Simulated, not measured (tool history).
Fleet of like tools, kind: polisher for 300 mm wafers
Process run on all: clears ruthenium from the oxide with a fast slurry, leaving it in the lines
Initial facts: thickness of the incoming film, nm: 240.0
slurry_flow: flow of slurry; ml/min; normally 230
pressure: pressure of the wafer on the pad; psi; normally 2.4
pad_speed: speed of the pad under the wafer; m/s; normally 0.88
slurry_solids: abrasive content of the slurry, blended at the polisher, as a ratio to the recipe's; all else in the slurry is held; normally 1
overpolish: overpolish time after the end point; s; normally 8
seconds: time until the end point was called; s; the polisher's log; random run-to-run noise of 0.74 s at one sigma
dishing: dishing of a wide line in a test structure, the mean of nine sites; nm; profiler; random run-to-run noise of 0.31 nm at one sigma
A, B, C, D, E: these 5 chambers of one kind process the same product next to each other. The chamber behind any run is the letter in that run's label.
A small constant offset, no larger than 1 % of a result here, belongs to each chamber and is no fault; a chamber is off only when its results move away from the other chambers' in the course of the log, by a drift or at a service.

run   hour  slurry_flow  pressure  pad_speed  slurry_solids  overpolish  seconds  dishing
       2.4  -- chamber A: worn pad replaced by a new one
 1E    3.4          230       2.4       0.88              1           8   68.084   24.723
 2C   10.9          230       2.4       0.88              1           8   68.244   23.737
 3D   14.6          230       2.4       0.88              1           8   68.964   23.881
 4B   18.6          230       2.4       0.88              1           8   68.369   23.882
      23.2  -- chamber A: slurry blender recalibrated
      24.6  -- chamber E: worn pad replaced by a new one
 5A   25.5          285       2.4       1.12              1           8   51.087   31.246
 6E     29          285       2.4       1.12              1           8   52.986   31.198
 7A   35.8          285       2.4       1.12              1           8   52.135    30.84
 8D   41.9          285       2.4       1.12              1           8   52.585   30.833
 9C   49.2          285       2.4       1.12              1           8   52.839    30.94
10B   55.5          230       2.4       0.88              1           8   67.283   24.036
11C   60.9          230       2.4       0.88              1           8   68.537   23.849
12E   65.8          230       2.4       0.88              1           8   68.213   24.056
      67.6  -- chamber B: worn pad replaced by a new one
      68.7  -- chamber E: slurry blender recalibrated
      70.4  -- chamber C: worn pad replaced by a new one
13D   71.4          230       2.4       0.88              1           8   68.523   24.088
14A   76.7          230       2.4       0.88              1           8   67.353   24.349
      80.2  -- chamber A: worn pad replaced by a new one
15B   84.1          230       2.4       0.88              1           8   68.049   24.042
      84.7  -- chamber D: slurry blender recalibrated
16D   88.4          230       2.4       0.88              1           8   69.641   23.797
17E   94.1          230       2.4       0.88              1           8   68.495   24.235
18C   98.3          230       2.4       0.88              1           8    69.02   24.397
19A  102.8          230       2.4       0.88              1           8   66.903   24.078
       105  -- chamber B: slurry blender recalibrated
20B  108.3          175       2.4       0.88              1           8   70.868   22.926
21B  113.3          175       2.4       0.88              1           8   70.623    23.35
       115  -- chamber D: worn pad replaced by a new one
     116.3  -- chamber D: slurry nozzle cleaned
22C  118.9          175       2.4       0.88              1           8   71.044   23.478
23E  124.5          175       2.4       0.88              1           8   70.599   23.404
       125  -- chamber E: worn pad replaced by a new one
     127.7  -- chamber D: head pressure recalibrated
24A  131.1          175       2.4       0.88              1           8   68.935   23.522
     131.9  -- chamber B: worn pad replaced by a new one
25D  137.7          230       2.4       0.88              1           8   67.392    23.75
26E  144.3          230       2.4       0.88              1           8   68.063   23.442
27D  149.7          230       2.4       0.88              1           8    69.47   23.757
28A  156.9          230       1.7       0.88              1           8   95.002    17.55
       160  -- chamber A: worn pad replaced by a new one
29C  164.3          230       1.7       0.88              1           8   96.312    17.42
     168.7  -- chamber C: slurry blender recalibrated
30B  171.3          230       1.7       0.88              1           8   95.975   16.752
     171.7  -- chamber C: slurry nozzle cleaned
     172.3  -- chamber C: worn pad replaced by a new one
31D  177.7          230       1.7       0.88              1           8   98.971    17.29
32C  181.6          230       1.7       0.88              1           8   96.755   17.289
33A  187.6          230       2.4       0.88              1           8   68.007    23.76
     190.9  -- chamber B: worn pad replaced by a new one
34B  192.6          230       2.4       0.88              1           8   68.037   23.583
35E  197.5          230       2.9        0.8              1           8   61.377    26.32
36E  202.5          230       2.9        0.8              1           8   62.589   26.382
     206.3  -- chamber B: head pressure recalibrated
37C  206.4          230       2.9        0.8              1           8   62.036   26.254
     207.3  -- chamber E: worn pad replaced by a new one
38D  211.4          230       2.9        0.8              1           8   63.197    26.08
39A  217.8          230       2.9        0.8              1           8   63.646   26.188
     219.9  -- chamber D: worn pad replaced by a new one
40B  223.6          230         2       0.74              1           8   96.997   16.936
41C  227.6          230         2       0.74              1           8   96.174   17.324
42D  230.9          230         2       0.74              1           8   99.635   17.051
43A    237          230         2       0.74              1           8   96.535   17.348
44E  242.9          230         2       0.74              1           8   96.406   17.255

One chamber off, gauge drift, or nothing amiss beyond the chambers' own small offsets? If it is a chamber, which one, and what is the likeliest cause?

Beyond each chamber's small constant offset nothing stands out, and the gauge stays steady.

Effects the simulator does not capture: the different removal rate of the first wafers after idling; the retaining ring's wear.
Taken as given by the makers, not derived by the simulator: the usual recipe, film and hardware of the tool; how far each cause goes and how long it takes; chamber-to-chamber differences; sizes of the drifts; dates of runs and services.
